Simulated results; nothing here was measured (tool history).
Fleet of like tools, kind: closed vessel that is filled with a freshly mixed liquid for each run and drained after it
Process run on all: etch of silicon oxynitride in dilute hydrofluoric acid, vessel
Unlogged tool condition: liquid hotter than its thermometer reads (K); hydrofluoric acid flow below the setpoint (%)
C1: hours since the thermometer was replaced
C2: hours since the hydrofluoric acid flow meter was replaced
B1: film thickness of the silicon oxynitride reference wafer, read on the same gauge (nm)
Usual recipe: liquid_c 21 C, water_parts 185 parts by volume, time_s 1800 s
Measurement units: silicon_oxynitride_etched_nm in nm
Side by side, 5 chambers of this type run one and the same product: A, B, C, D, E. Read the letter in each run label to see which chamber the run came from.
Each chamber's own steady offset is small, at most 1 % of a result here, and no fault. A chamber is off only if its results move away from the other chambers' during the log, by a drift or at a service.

Run 1A, day 0.338: usual settings; C1 365.0; C2 74.9; B1 49.970. Result: silicon_oxynitride_etched_nm 13.0550 nm.
Run 2D, day 0.621: usual settings; C1 1152.5; C2 364.6; B1 49.951. Result: silicon_oxynitride_etched_nm 13.0870 nm.
Run 3C, day 1.021: usual settings; C1 830.0; C2 338.0; B1 50.011. Result: silicon_oxynitride_etched_nm 12.9540 nm.
Run 4B, day 1.479: usual settings; C1 693.0; C2 1064.0; B1 50.009. Result: silicon_oxynitride_etched_nm 13.0010 nm.
Run 5E, day 1.767: usual settings; C1 942.7; C2 689.8; B1 49.996. Result: silicon_oxynitride_etched_nm 13.0230 nm.
At day 2.012: chamber E: hydrofluoric acid flow meter replaced.
Run 6D, day 2.271: usual settings; C1 1192.1; C2 404.2; B1 50.019. Result: silicon_oxynitride_etched_nm 13.0300 nm.
Run 7A, day 2.812: usual settings; C1 424.4; C2 134.3; B1 50.021. Result: silicon_oxynitride_etched_nm 13.1240 nm.
Run 8B, day 3.158: usual settings; C1 733.3; C2 1104.3; B1 50.025. Result: silicon_oxynitride_etched_nm 13.0620 nm.
Run 9C, day 3.675: usual settings; C1 893.7; C2 401.7; B1 50.015. Result: silicon_oxynitride_etched_nm 13.0740 nm.
Run 10E, day 3.983: usual settings; C1 995.9; C2 47.3; B1 49.935. Result: silicon_oxynitride_etched_nm 12.9920 nm.
Run 11B, day 4.508: usual settings; C1 765.7; C2 1136.7; B1 50.005. Result: silicon_oxynitride_etched_nm 13.1330 nm.
Run 12D, day 4.896: usual settings; C1 1255.1; C2 467.2; B1 49.993. Result: silicon_oxynitride_etched_nm 12.9920 nm.
Run 13A, day 5.512: usual settings but liquid_c 17 C, water_parts 240 parts by volume; C1 489.2; C2 199.1; B1 50.039. Result: silicon_oxynitride_etched_nm 8.0283 nm.
Run 14C, day 6.117: usual settings but liquid_c 17 C, water_parts 240 parts by volume; C1 952.3; C2 460.3; B1 50.014. Result: silicon_oxynitride_etched_nm 8.0306 nm.
Run 15E, day 6.612: usual settings but liquid_c 17 C, water_parts 240 parts by volume; C1 1059.0; C2 110.4; B1 50.030. Result: silicon_oxynitride_etched_nm 8.0612 nm.
Run 16B, day 7.021: usual settings but liquid_c 17 C, water_parts 240 parts by volume; C1 826.0; C2 1197.0; B1 50.027. Result: silicon_oxynitride_etched_nm 8.1415 nm.
Run 17E, day 7.583: usual settings but liquid_c 17 C, water_parts 240 parts by volume; C1 1082.3; C2 133.7; B1 50.031. Result: silicon_oxynitride_etched_nm 7.9841 nm.
Run 18A, day 7.975: usual settings but time_s 1255 s; C1 548.3; C2 258.2; B1 49.988. Result: silicon_oxynitride_etched_nm 9.1112 nm.
Run 19D, day 8.500: usual settings but time_s 1255 s; C1 1341.6; C2 553.7; B1 49.987. Result: silicon_oxynitride_etched_nm 9.0866 nm.
Run 20C, day 8.783: usual settings but time_s 1255 s; C1 1016.3; C2 524.3; B1 49.995. Result: silicon_oxynitride_etched_nm 9.0357 nm.
Run 21D, day 9.375: usual settings but time_s 1255 s; C1 1362.6; C2 574.7; B1 49.986. Result: silicon_oxynitride_etched_nm 9.0257 nm.
Run 22B, day 9.775: usual settings but time_s 1255 s; C1 892.1; C2 1263.1; B1 49.970. Result: silicon_oxynitride_etched_nm 9.3399 nm.
Run 23C, day 10.146: usual settings; C1 1049.0; C2 557.0; B1 50.002. Result: silicon_oxynitride_etched_nm 12.8520 nm.
Run 24E, day 10.696: usual settings; C1 1157.0; C2 208.4; B1 49.971. Result: silicon_oxynitride_etched_nm 12.9900 nm.
At day 10.771: chamber D: hydrofluoric acid flow meter replaced.
Run 25A, day 11.129: usual settings; C1 624.0; C2 333.9; B1 50.006. Result: silicon_oxynitride_etched_nm 13.1910 nm.
Run 26B, day 11.508: usual settings; C1 933.7; C2 1304.7; B1 49.976. Result: silicon_oxynitride_etched_nm 13.5130 nm.
At day 11.596: chamber B: hydrofluoric acid flow meter replaced.
Run 27C, day 12.038: usual settings; C1 1094.4; C2 602.4; B1 50.023. Result: silicon_oxynitride_etched_nm 12.8600 nm.
Run 28E, day 12.600: usual settings; C1 1202.7; C2 254.1; B1 50.010. Result: silicon_oxynitride_etched_nm 13.0150 nm.
Run 29A, day 13.175: usual settings; C1 673.1; C2 383.0; B1 49.985. Result: silicon_oxynitride_etched_nm 13.0940 nm.
Run 30D, day 13.629: usual settings but water_parts 110 parts by volume; C1 1464.7; C2 68.7; B1 49.948. Result: silicon_oxynitride_etched_nm 23.5360 nm.
At day 13.779: chamber A: thermometer replaced.
Run 31B, day 14.129: usual settings but water_parts 110 parts by volume; C1 996.6; C2 60.9; B1 50.019. Result: silicon_oxynitride_etched_nm 23.8350 nm.
Run 32D, day 14.600: usual settings but water_parts 110 parts by volume; C1 1488.0; C2 92.0; B1 50.022. Result: silicon_oxynitride_etched_nm 23.3880 nm.
Run 33C, day 15.112: usual settings but water_parts 110 parts by volume; C1 1168.2; C2 676.2; B1 49.996. Result: silicon_oxynitride_etched_nm 22.9450 nm.
Run 34A, day 15.404: usual settings but water_parts 110 parts by volume; C1 39.0; C2 436.5; B1 50.006. Result: silicon_oxynitride_etched_nm 23.0880 nm.
Run 35E, day 15.867: usual settings but liquid_c 19 C, water_parts 235 parts by volume; C1 1281.1; C2 332.5; B1 49.998. Result: silicon_oxynitride_etched_nm 9.0409 nm.
Run 36B, day 16.192: usual settings but liquid_c 19 C, water_parts 235 parts by volume; C1 1046.1; C2 110.4; B1 50.003. Result: silicon_oxynitride_etched_nm 9.5193 nm.
Run 37E, day 16.579: usual settings but liquid_c 19 C, water_parts 235 parts by volume; C1 1298.2; C2 349.6; B1 49.976. Result: silicon_oxynitride_etched_nm 9.0839 nm.
Run 38C, day 16.967: usual settings but liquid_c 19 C, water_parts 235 parts by volume; C1 1212.7; C2 720.7; B1 49.988. Result: silicon_oxynitride_etched_nm 8.9810 nm.
Run 39D, day 17.492: usual settings but liquid_c 19 C, water_parts 235 parts by volume; C1 1557.4; C2 161.4; B1 49.980. Result: silicon_oxynitride_etched_nm 9.0768 nm.
Run 40A, day 18.025: usual settings but time_s 755 s; C1 101.9; C2 499.4; B1 49.991. Result: silicon_oxynitride_etched_nm 5.4663 nm.
Run 41C, day 18.462: usual settings but time_s 755 s; C1 1248.6; C2 756.6; B1 50.019. Result: silicon_oxynitride_etched_nm 5.4048 nm.

For the next run the whole fleet of 5 chambers uses the same settings. Give each chamber's results:
Run 42A, day 18.908: usual settings but liquid_c 17 C. Result: silicon_oxynitride_etched_nm ?.
Run 42B, day 18.908: usual settings but liquid_c 17 C. Result: silicon_oxynitride_etched_nm ?.
Run 42C, day 18.908: usual settings but liquid_c 17 C. Result: silicon_oxynitride_etched_nm ?.
Run 42D, day 18.908: usual settings but liquid_c 17 C. Result: silicon_oxynitride_etched_nm ?.
Run 42E, day 18.908: usual settings but liquid_c 17 C. Result: silicon_oxynitride_etched_nm ?.

run  silicon_oxynitride_etched_nm
42A                       10.8510
42B                       11.4570
42C                       10.5830
42D                       10.7520
42E                       10.8410
